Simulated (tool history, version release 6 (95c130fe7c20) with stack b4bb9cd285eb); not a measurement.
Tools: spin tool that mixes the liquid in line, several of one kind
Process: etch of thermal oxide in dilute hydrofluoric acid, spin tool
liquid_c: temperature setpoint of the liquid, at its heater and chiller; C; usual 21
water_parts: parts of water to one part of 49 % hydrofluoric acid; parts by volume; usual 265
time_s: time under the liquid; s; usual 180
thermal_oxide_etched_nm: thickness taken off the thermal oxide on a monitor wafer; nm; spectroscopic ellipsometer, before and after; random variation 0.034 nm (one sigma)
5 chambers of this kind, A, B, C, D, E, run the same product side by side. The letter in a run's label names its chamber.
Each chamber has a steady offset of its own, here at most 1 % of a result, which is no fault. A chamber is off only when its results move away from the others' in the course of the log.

run	hour	liquid_c	water_parts	time_s	read-back film thickness of the thermal oxide reference wafer, read on the same gauge (nm)	thermal_oxide_etched_nm
1D	8.7	21	265	180	119.99	2.471
2E	23.5	21	265	180	119.98	2.4473
3A	32.4	21	265	180	120.01	2.433
4C	45.1	21	265	180	120.01	2.4341
5B	59.7	21	265	180	119.99	2.4365
6A	68.1	25.5	145	180	120.01	5.9744
7E	79.7	25.5	145	180	120	6.0705
8D	89.6	25.5	145	180	120.01	6.0238
9C	100.1	25.5	145	180	120.01	5.9903
10B	107.3	25.5	145	180	119.99	6.3433
11D	115.5	23.5	355	180	119.99	1.8376
12B	130.6	23.5	355	180	120	1.8626
# hour 143: chamber A: thermometer replaced
13E	146.1	23.5	355	180	120	1.8429
14A	161.7	23.5	355	180	119.99	1.8196
15C	174.3	23.5	355	180	119.99	1.8546
16C	182.1	24.5	265	180	119.98	2.8051
# hour 183.1: chamber A: hydrofluoric acid flow meter replaced
# hour 193.4: chamber C: thermometer replaced
17E	198	24.5	265	180	120	2.7956
18B	206	24.5	265	180	119.99	2.9888
19D	213.9	24.5	265	180	119.99	2.7397
20A	222.7	24.5	265	180	119.99	2.8394
21C	238.6	21	265	180	120.01	2.5241
22D	253.2	21	265	180	120	2.3924
23B	269.3	21	265	180	119.98	2.6145
24E	279.3	21	265	180	120	2.5069
25A	291.8	21	265	180	120	2.4132
26A	305.6	21	265	180	119.99	2.4415
27C	317.6	21	265	180	119.99	2.5208
28B	332	21	265	180	119.98	2.6323
29E	343.9	21	265	180	120.01	2.4861
30D	356.2	21	265	180	120.02	2.4444
31B	367.3	21	265	180	119.99	2.7849
32C	380.8	21	265	180	119.99	2.4295
33A	389	21	265	180	120	2.5197
34E	400.5	21	265	180	120.01	2.4457
35D	415	21	210	215	119.98	3.8882
36D	425.5	21	210	215	120.01	3.8382
37A	439.8	21	210	215	120.02	3.8861

Next, every chamber runs the same settings. What will each give?
38A	451.4	21	265	110		?
38B	451.4	21	265	110		?
38C	451.4	21	265	110		?
38D	451.4	21	265	110		?
38E	451.4	21	265	110		?

run	thermal_oxide_etched_nm
38A	1.4712
38B	1.734
38C	1.4869
38D	1.5027
38E	1.4981

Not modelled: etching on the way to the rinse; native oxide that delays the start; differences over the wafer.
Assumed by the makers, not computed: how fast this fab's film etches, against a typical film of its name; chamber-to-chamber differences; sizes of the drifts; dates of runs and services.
